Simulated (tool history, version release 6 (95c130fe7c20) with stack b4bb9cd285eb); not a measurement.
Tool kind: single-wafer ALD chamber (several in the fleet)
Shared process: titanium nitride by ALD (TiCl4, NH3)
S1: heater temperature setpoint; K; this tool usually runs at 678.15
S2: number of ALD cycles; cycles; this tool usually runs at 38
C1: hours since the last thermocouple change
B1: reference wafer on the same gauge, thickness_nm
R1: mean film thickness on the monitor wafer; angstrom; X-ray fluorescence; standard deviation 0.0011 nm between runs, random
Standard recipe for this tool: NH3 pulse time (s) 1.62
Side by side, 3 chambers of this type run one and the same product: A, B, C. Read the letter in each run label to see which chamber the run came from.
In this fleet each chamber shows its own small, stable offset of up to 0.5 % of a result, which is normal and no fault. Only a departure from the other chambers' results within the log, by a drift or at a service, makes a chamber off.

run 1C hour=3.5 | S1=678.15 S2=38 NH3_pulse_time_(s)=1.62 | C1=90.9 | B1=0.97553 | R1=8.3548
run 2B hour=8.2 | S1=678.15 S2=38 NH3_pulse_time_(s)=1.62 | C1=1646.1 | B1=0.97517 | R1=8.3658
run 3A hour=12.9 | S1=678.15 S2=38 NH3_pulse_time_(s)=1.62 | C1=936.6 | B1=0.97545 | R1=8.2918
run 4A hour=15.6 | S1=678.15 S2=38 NH3_pulse_time_(s)=1.62 | C1=939.3 | B1=0.97607 | R1=8.2902
run 5C hour=18.1 | S1=678.15 S2=38 NH3_pulse_time_(s)=1.62 | C1=105.5 | B1=0.97559 | R1=8.3414
run 6B hour=20.9 | S1=678.15 S2=38 NH3_pulse_time_(s)=1.62 | C1=1658.8 | B1=0.97558 | R1=8.3807
run 7C hour=25.4 | S1=678.15 S2=38 NH3_pulse_time_(s)=1.62 | C1=112.8 | B1=0.97590 | R1=8.3470
run 8A hour=28.4 | S1=678.15 S2=38 NH3_pulse_time_(s)=1.62 | C1=952.1 | B1=0.97600 | R1=8.3075
run 9B hour=32.4 | S1=678.15 S2=38 NH3_pulse_time_(s)=1.62 | C1=1670.3 | B1=0.97638 | R1=8.3779
run 10C hour=37.0 | S1=678.15 S2=38 NH3_pulse_time_(s)=1.62 | C1=124.4 | B1=0.97626 | R1=8.3461
run 11B hour=40.8 | S1=678.15 S2=38 NH3_pulse_time_(s)=1.62 | C1=1678.7 | B1=0.97680 | R1=8.3768
run 12A hour=45.7 | S1=678.15 S2=38 NH3_pulse_time_(s)=1.62 | C1=969.4 | B1=0.97708 | R1=8.3047
run 13B hour=48.8 | S1=678.15 S2=38 NH3_pulse_time_(s)=1.17 | C1=1686.7 | B1=0.97681 | R1=8.2391
run 14C hour=52.8 | S1=678.15 S2=38 NH3_pulse_time_(s)=1.17 | C1=140.2 | B1=0.97740 | R1=8.2406
run 15A hour=57.6 | S1=678.15 S2=38 NH3_pulse_time_(s)=1.17 | C1=981.3 | B1=0.97755 | R1=8.1795
run 16B hour=61.3 | S1=685.15 S2=38 NH3_pulse_time_(s)=1.62 | C1=1699.2 | B1=0.97748 | R1=8.4169
run 17A hour=64.9 | S1=685.15 S2=38 NH3_pulse_time_(s)=1.62 | C1=988.6 | B1=0.97746 | R1=8.3378
run 18C hour=67.7 | S1=685.15 S2=38 NH3_pulse_time_(s)=1.62 | C1=155.1 | B1=0.97772 | R1=8.3941
run 19B hour=72.1 | S1=678.15 S2=38 NH3_pulse_time_(s)=1.62 | C1=1710.0 | B1=0.97787 | R1=8.3717
run 20C hour=76.1 | S1=678.15 S2=38 NH3_pulse_time_(s)=1.62 | C1=163.5 | B1=0.97817 | R1=8.3648
run 21A hour=80.4 | S1=678.15 S2=38 NH3_pulse_time_(s)=1.62 | C1=1004.1 | B1=0.97849 | R1=8.3172
run 22B hour=83.8 | S1=678.15 S2=38 NH3_pulse_time_(s)=1.62 | C1=1721.7 | B1=0.97838 | R1=8.3841
run 23C hour=88.4 | S1=678.15 S2=38 NH3_pulse_time_(s)=1.62 | C1=175.8 | B1=0.97869 | R1=8.3706
run 24A hour=90.9 | S1=678.15 S2=38 NH3_pulse_time_(s)=1.62 | C1=1014.6 | B1=0.97843 | R1=8.3329
run 25B hour=95.8 | S1=678.15 S2=38 NH3_pulse_time_(s)=1.62 | C1=1733.7 | B1=0.97867 | R1=8.4011
run 26C hour=99.7 | S1=678.15 S2=38 NH3_pulse_time_(s)=1.62 | C1=187.1 | B1=0.97892 | R1=8.3728
run 27A hour=102.9 | S1=678.15 S2=38 NH3_pulse_time_(s)=1.62 | C1=1026.6 | B1=0.97915 | R1=8.3248
run 28B hour=107.5 | S1=678.15 S2=38 NH3_pulse_time_(s)=1.62 | C1=1745.4 | B1=0.97913 | R1=8.3815
run 29A hour=112.0 | S1=678.15 S2=38 NH3_pulse_time_(s)=1.62 | C1=1035.7 | B1=0.97931 | R1=8.3276
run 30C hour=116.2 | S1=678.15 S2=38 NH3_pulse_time_(s)=1.62 | C1=203.6 | B1=0.97964 | R1=8.3893
run 31A hour=120.1 | S1=678.15 S2=38 NH3_pulse_time_(s)=1.62 | C1=1043.8 | B1=0.97974 | R1=8.3148
run 32C hour=122.5 | S1=678.15 S2=31 NH3_pulse_time_(s)=2.10 | C1=209.9 | B1=0.98014 | R1=6.9093
run 33B hour=126.8 | S1=678.15 S2=31 NH3_pulse_time_(s)=2.10 | C1=1764.7 | B1=0.98010 | R1=6.9221

Predict what each chamber gives when all 3 of them run the settings below next.
run 34A hour=130.4 | S1=678.15 S2=35 NH3_pulse_time_(s)=1.62 | R1=?
run 34B hour=130.4 | S1=678.15 S2=35 NH3_pulse_time_(s)=1.62 | R1=?
run 34C hour=130.4 | S1=678.15 S2=35 NH3_pulse_time_(s)=1.62 | R1=?

run=34A R1=7.6767
run=34B R1=7.7424
run=34C R1=7.7212
